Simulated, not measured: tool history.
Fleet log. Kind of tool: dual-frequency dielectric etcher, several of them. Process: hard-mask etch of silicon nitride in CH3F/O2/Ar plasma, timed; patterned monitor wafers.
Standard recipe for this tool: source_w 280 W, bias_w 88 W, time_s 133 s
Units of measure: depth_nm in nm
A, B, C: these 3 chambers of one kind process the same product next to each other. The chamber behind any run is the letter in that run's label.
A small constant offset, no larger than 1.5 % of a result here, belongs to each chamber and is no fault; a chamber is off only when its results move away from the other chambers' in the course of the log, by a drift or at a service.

run	hour	source_w	bias_w	time_s	hours since the last wet clean	hours since the last source power generator calibration	hours since the last bias power generator calibration	read-back reference wafer on the same gauge, depth_nm	depth_nm
1C	6.5	280	88	133	257.8	1828.8	1978.7	96.073	87.211
2A	9.7	280	88	133	350.5	2569.7	2257.8	96.116	86.850
3B	14.6	280	88	133	172.5	3381.2	45.4	96.137	86.819
4B	19.5	280	88	133	177.4	3386.1	50.3	96.131	86.551
5C	25.8	280	88	133	277.1	1848.1	1998.0	96.164	87.592
6A	29.7	280	88	133	370.5	2589.7	2277.8	96.184	87.045
7C	33.7	280	88	133	285.0	1856.0	2005.9	96.209	87.544
8A	37.4	280	88	133	378.2	2597.4	2285.5	96.186	86.790
9B	40.6	300	67	133	198.5	3407.2	71.4	96.213	81.007
10C	44.0	300	67	133	295.3	1866.3	2016.2	96.211	81.390
11A	50.5	300	67	133	391.3	2610.5	2298.6	96.197	80.992
12B	53.8	280	88	133	211.7	3420.4	84.6	96.233	87.036
13C	60.6	280	88	133	311.9	1882.9	2032.8	96.281	87.480
14B	66.4	280	88	133	224.3	3433.0	97.2	96.258	86.910
15A	73.2	280	88	133	414.0	2633.2	2321.3	96.279	86.956
16C	80.0	280	88	133	331.3	1902.3	2052.2	96.279	87.450
17B	84.4	280	88	133	242.3	3451.0	115.2	96.317	86.758
18A	89.5	280	88	133	430.3	2649.5	2337.6	96.328	87.102
19B	93.3	280	88	133	251.2	3459.9	124.1	96.359	86.951
20A	97.6	280	88	133	438.4	2657.6	2345.7	96.327	87.205
21C	101.0	280	88	133	352.3	1923.3	2073.2	96.358	87.798
22A	106.6	280	88	133	447.4	2666.6	2354.7	96.397	87.153
23B	109.9	280	88	133	267.8	3476.5	140.7	96.388	86.826
24C	114.8	280	88	133	366.1	1937.1	2087.0	96.373	87.442
# hour 117.0: chamber C: source power generator calibrated
25B	119.9	280	88	133	277.8	3486.5	150.7	96.394	86.827
26C	126.9	280	88	133	378.2	9.9	2099.1	96.418	87.649
27A	131.2	280	98	110	472.0	2691.2	2379.3	96.407	75.001
28A	135.4	280	98	110	476.2	2695.4	2383.5	96.419	74.938
29B	140.7	280	98	110	298.6	3507.3	171.5	96.452	74.672
30C	144.5	280	88	133	395.8	27.5	2116.7	96.460	87.579
31B	148.5	280	88	133	306.4	3515.1	179.3	96.482	86.921
32A	152.1	280	88	133	492.9	2712.1	2400.2	96.511	87.192
33C	156.7	280	88	133	408.0	39.7	2128.9	96.516	87.802
34A	160.2	280	88	133	501.0	2720.2	2408.3	96.483	87.188
35C	164.1	280	88	133	415.4	47.1	2136.3	96.533	87.845
36B	169.9	280	88	133	327.8	3536.5	200.7	96.539	86.997
37A	176.2	280	88	133	517.0	2736.2	2424.3	96.522	87.325
38C	182.8	280	88	133	434.1	65.8	2155.0	96.538	87.906
39B	188.7	240	88	133	346.6	3555.3	219.5	96.532	82.258
40B	192.4	240	88	133	350.3	3559.0	223.2	96.580	82.150
41C	199.1	240	88	133	450.4	82.1	2171.3	96.580	83.038
42A	205.5	280	88	133	546.3	2765.5	2453.6	96.626	87.196

What goes on in this fleet: one chamber off, a drifting gauge, or nothing beyond the chambers' own small offsets? Name the chamber and the cause, if any.

No chamber is off; the gauge reading every chamber's wafers drifts, which makes the whole fleet appear to move together.
Most likely cause: gauge reads high (%) = 0.537.
